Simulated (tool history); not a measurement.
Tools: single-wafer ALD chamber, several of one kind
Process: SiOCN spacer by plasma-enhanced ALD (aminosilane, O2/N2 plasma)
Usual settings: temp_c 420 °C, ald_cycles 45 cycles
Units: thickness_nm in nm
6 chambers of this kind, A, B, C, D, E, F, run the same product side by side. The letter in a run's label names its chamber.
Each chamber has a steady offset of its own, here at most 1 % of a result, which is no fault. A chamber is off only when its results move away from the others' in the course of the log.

run   hour  temp_c  ald_cycles  hours since the last thermocouple change  read-back reference wafer on the same gauge, thickness_nm  thickness_nm
 1E    7.4     420          45                                    1169.9                                                     2.8012        2.5653
 2A   18.9     420          45                                     834.9                                                     2.8013        2.5412
        24  -- chamber B: thermocouple changed; heater temperature recalibrated
 3D   30.3     420          45                                     756.5                                                     2.8014        2.5532
 4C   39.3     420          45                                     733.1                                                     2.8018        2.5576
 5B   50.2     420          45                                      26.3                                                     2.8017        2.5352
 6F   61.3     420          45                                     342.5                                                     2.8028        2.5616
 7C   68.2     420          45                                       762                                                      2.803        2.5621
 8F   74.1     420          45                                     355.3                                                     2.8022        2.5629
 9A   85.6     420          45                                     901.6                                                     2.8037        2.5567
10B   95.7     420          49                                      71.8                                                     2.8046        2.7662
11E  107.3     420          49                                    1269.8                                                     2.8047        2.7996
12D  112.5     420          49                                     838.7                                                     2.8048        2.8009
13A  117.9     420          49                                     933.9                                                     2.8064        2.7763
14C  123.1     420          49                                     816.9                                                     2.8056        2.7801
15F  129.7     420          49                                     410.9                                                     2.8047        2.7953
16D  137.4     420          45                                     863.6                                                     2.8063        2.5694
17B  146.6     420          45                                     122.7                                                     2.8069        2.5429
18E    152     420          45                                    1314.5                                                      2.806        2.5657
19A  158.6     420          45                                     974.6                                                     2.8067        2.5507
20C    169     420          42                                     862.8                                                     2.8081        2.3894
21B  176.5     420          42                                     152.6                                                     2.8076        2.3806
22D  183.5     420          42                                     909.7                                                      2.808         2.395
23F  195.1     420          42                                     476.3                                                     2.8082        2.3956
24E  205.6     420          42                                    1368.1                                                     2.8078        2.3999
25C  213.3     420          42                                     907.1                                                     2.8093        2.3883
26E  220.5     420          45                                      1383                                                     2.8096        2.5708
27A  228.5     420          45                                    1044.5                                                     2.8097        2.5545
28D  237.2     420          45                                     963.4                                                     2.8111        2.5687
29F  246.7     420          45                                     527.9                                                     2.8115        2.5737
30B  257.5     420          45                                     233.6                                                     2.8116        2.5411
31E  264.1     420          45                                    1426.6                                                     2.8123        2.5725
32F  271.7     420          45                                     552.9                                                     2.8126        2.5684
33D  281.7     420          45                                    1007.9                                                     2.8126        2.5726
34A  287.4     420          45                                    1103.4                                                     2.8139        2.5564
35B  295.8     420          45                                     271.9                                                     2.8128        2.5486
36C    306     420          45                                     999.8                                                     2.8136         2.573
37C    316     420          45                                    1009.8                                                     2.8145        2.5709
38B    327     420          45                                     303.1                                                     2.8137        2.5458
39E  337.4     420          45                                    1499.9                                                     2.8141          2.57
40A  348.9     420          45                                    1164.9                                                     2.8142        2.5547
41F  359.5     420          45                                     640.7                                                     2.8163        2.5804

Is one chamber off against the others, does the gauge drift, or is nothing wrong? If a chamber is off, say which, and what the likeliest cause is.

The gauge drifts, so all chambers seem to drift together. No chamber is off.
Cause: gauge reads high (%) = 0.586.
